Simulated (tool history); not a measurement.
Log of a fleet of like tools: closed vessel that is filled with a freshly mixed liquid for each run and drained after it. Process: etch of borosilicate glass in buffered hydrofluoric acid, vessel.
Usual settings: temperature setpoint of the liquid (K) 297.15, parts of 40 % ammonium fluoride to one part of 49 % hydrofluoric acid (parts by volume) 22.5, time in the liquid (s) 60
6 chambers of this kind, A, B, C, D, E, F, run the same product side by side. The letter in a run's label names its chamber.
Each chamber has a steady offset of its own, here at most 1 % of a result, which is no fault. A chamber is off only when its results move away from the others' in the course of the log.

run     day  temperature setpoint of the liquid (K)  parts of 40 % ammonium fluoride to one part of 49 % hydrofluoric acid (parts by volume)  time in the liquid (s)  hours since the thermometer was replaced  hours since the hydrofluoric acid flow meter was replaced  read-back film thickness of the borosilicate glass reference wafer, read on the same gauge (nm)  thickness taken off the borosilicate glass on a monitor wafer (angstrom)
 1E   0.238                                  297.15                                                                                     22.5                      60                                    2440.3                                                      271.7                                                                                           30.011                                                                    350.26
 2F   0.529                                  297.15                                                                                     22.5                      60                                    1849.4                                                     2182.4                                                                                           30.004                                                                    352.26
 3D     0.9                                  297.15                                                                                     22.5                      60                                    2082.6                                                      620.3                                                                                           30.016                                                                    352.04
 4A   1.204                                  297.15                                                                                     22.5                      60                                    2725.9                                                      236.4                                                                                               30                                                                    347.21
        1.5  -- chamber C: hydrofluoric acid flow meter replaced
 5B   1.504                                  297.15                                                                                     22.5                      60                                    2637.9                                                      328.6                                                                                           29.998                                                                    349.36
 6C   1.742                                  297.15                                                                                     22.5                      60                                    2059.5                                                        5.8                                                                                           30.001                                                                    348.82
 7F   2.108                                  297.15                                                                                     22.5                      60                                    1887.3                                                     2220.3                                                                                           30.007                                                                    354.95
 8C   2.429                                  297.15                                                                                     22.5                      60                                      2076                                                       22.3                                                                                           30.008                                                                     350.7
      2.492  -- chamber F: hydrofluoric acid flow meter replaced
 9E   2.683                                  297.15                                                                                       25                      60                                      2499                                                      330.4                                                                                           30.007                                                                    327.64
10B   2.958                                  297.15                                                                                       25                      60                                    2672.8                                                      363.5                                                                                           29.995                                                                     326.3
11D   3.325                                  297.15                                                                                       25                      60                                    2140.8                                                      678.5                                                                                           29.993                                                                    328.48
12A   3.608                                  297.15                                                                                       25                      60                                    2783.6                                                      294.1                                                                                           30.005                                                                    323.39
13E   3.842                                  297.15                                                                                       25                      60                                    2526.8                                                      358.2                                                                                           29.996                                                                    324.67
14C   4.038                                  297.15                                                                                       25                      60                                    2114.6                                                       60.9                                                                                           30.006                                                                    324.36
15D   4.296                                  297.15                                                                                     22.5                      60                                    2164.1                                                      701.8                                                                                           30.004                                                                    352.31
16A   4.654                                  297.15                                                                                     22.5                      60                                    2808.7                                                      319.2                                                                                           30.001                                                                    351.19
17F   4.938                                  297.15                                                                                     22.5                      60                                    1955.2                                                       58.7                                                                                           30.004                                                                     350.9
18B   5.167                                  299.65                                                                                     22.5                      60                                    2725.8                                                      416.5                                                                                           29.987                                                                    401.34
19E   5.375                                  299.65                                                                                     22.5                      60                                    2563.6                                                        395                                                                                           30.015                                                                    397.53
      5.492  -- chamber B: thermometer replaced
20F   5.725                                  299.65                                                                                     22.5                      60                                    1974.1                                                       77.6                                                                                           29.993                                                                    400.56
21B   6.117                                  299.65                                                                                     22.5                      60                                      15.1                                                      439.3                                                                                               30                                                                    405.07
22D   6.333                                  299.65                                                                                     22.5                      60                                      2213                                                      750.7                                                                                           29.993                                                                    404.09
        6.7  -- chamber E: hydrofluoric acid flow meter replaced
23C     6.7                                  299.65                                                                                     22.5                      60                                    2178.5                                                      124.8                                                                                           30.003                                                                    404.34
24A   7.033                                  297.15                                                                                     22.5                      60                                    2865.8                                                      376.3                                                                                           29.984                                                                    349.64
25C   7.271                                  297.15                                                                                     22.5                      60                                    2192.2                                                      138.5                                                                                           29.993                                                                    348.88
26B   7.533                                  297.15                                                                                     22.5                      60                                      49.1                                                      473.3                                                                                           30.009                                                                       359
27D   7.754                                  297.15                                                                                     22.5                      60                                    2247.1                                                      784.8                                                                                           29.993                                                                    351.21
28E   7.962                                  297.15                                                                                     22.5                      60                                    2625.7                                                       30.4                                                                                           29.985                                                                    351.48
29A   8.254                                  297.15                                                                                     22.5                      60                                    2895.1                                                      405.6                                                                                           29.999                                                                     349.2
30F     8.6                                  292.65                                                                                     18.5                      60                                    2043.1                                                      146.6                                                                                           29.992                                                                     325.1
31E    8.85                                  292.65                                                                                     18.5                      60                                      2647                                                       51.7                                                                                           29.991                                                                    320.96
32A   9.042                                  292.65                                                                                     18.5                      60                                      2914                                                      424.5                                                                                           30.005                                                                    320.78
33F   9.388                                  292.65                                                                                     18.5                      60                                      2062                                                      165.5                                                                                           30.026                                                                       322
      9.425  -- chamber A: thermometer replaced
34D   9.704                                  292.65                                                                                     18.5                      60                                    2293.9                                                      831.6                                                                                           30.003                                                                     324.8
35C   9.958                                  292.65                                                                                     18.5                      60                                    2256.7                                                        203                                                                                           29.998                                                                     319.7
36B  10.238                                  297.15                                                                                     22.5                      60                                       114                                                      538.2                                                                                           30.004                                                                    365.44
37A  10.425                                  297.15                                                                                     22.5                      60                                      24.1                                                      457.7                                                                                           30.003                                                                    351.09
38E  10.604                                  297.15                                                                                     22.5                      60                                    2689.1                                                       93.8                                                                                           29.993                                                                    350.16
39C  10.812                                  297.15                                                                                     22.5                      60                                    2277.2                                                      223.5                                                                                            30.01                                                                    348.74
40F  11.112                                  297.15                                                                                     22.5                      60                                    2103.4                                                      206.9                                                                                           29.989                                                                    352.81
41B  11.417                                  297.15                                                                                     22.5                      60                                     142.3                                                      566.5                                                                                            29.98                                                                    370.43
42D  11.654                                  297.15                                                                                     22.5                      60                                    2340.7                                                      878.4                                                                                           30.001                                                                    352.24

All 6 chambers run these settings next. Forecast each chamber's results:
43A  11.942                                  297.15                                                                                     22.5                      60                                                                                                                                                                                                                                                                               ?
43B  11.942                                  297.15                                                                                     22.5                      60                                                                                                                                                                                                                                                                               ?
43C  11.942                                  297.15                                                                                     22.5                      60                                                                                                                                                                                                                                                                               ?
43D  11.942                                  297.15                                                                                     22.5                      60                                                                                                                                                                                                                                                                               ?
43E  11.942                                  297.15                                                                                     22.5                      60                                                                                                                                                                                                                                                                               ?
43F  11.942                                  297.15                                                                                     22.5                      60                                                                                                                                                                                                                                                                               ?

run  thickness taken off the borosilicate glass on a monitor wafer (angstrom)
43A                                                                    351.78
43B                                                                    371.71
43C                                                                    348.59
43D                                                                    353.17
43E                                                                    348.96
43F                                                                    353.55
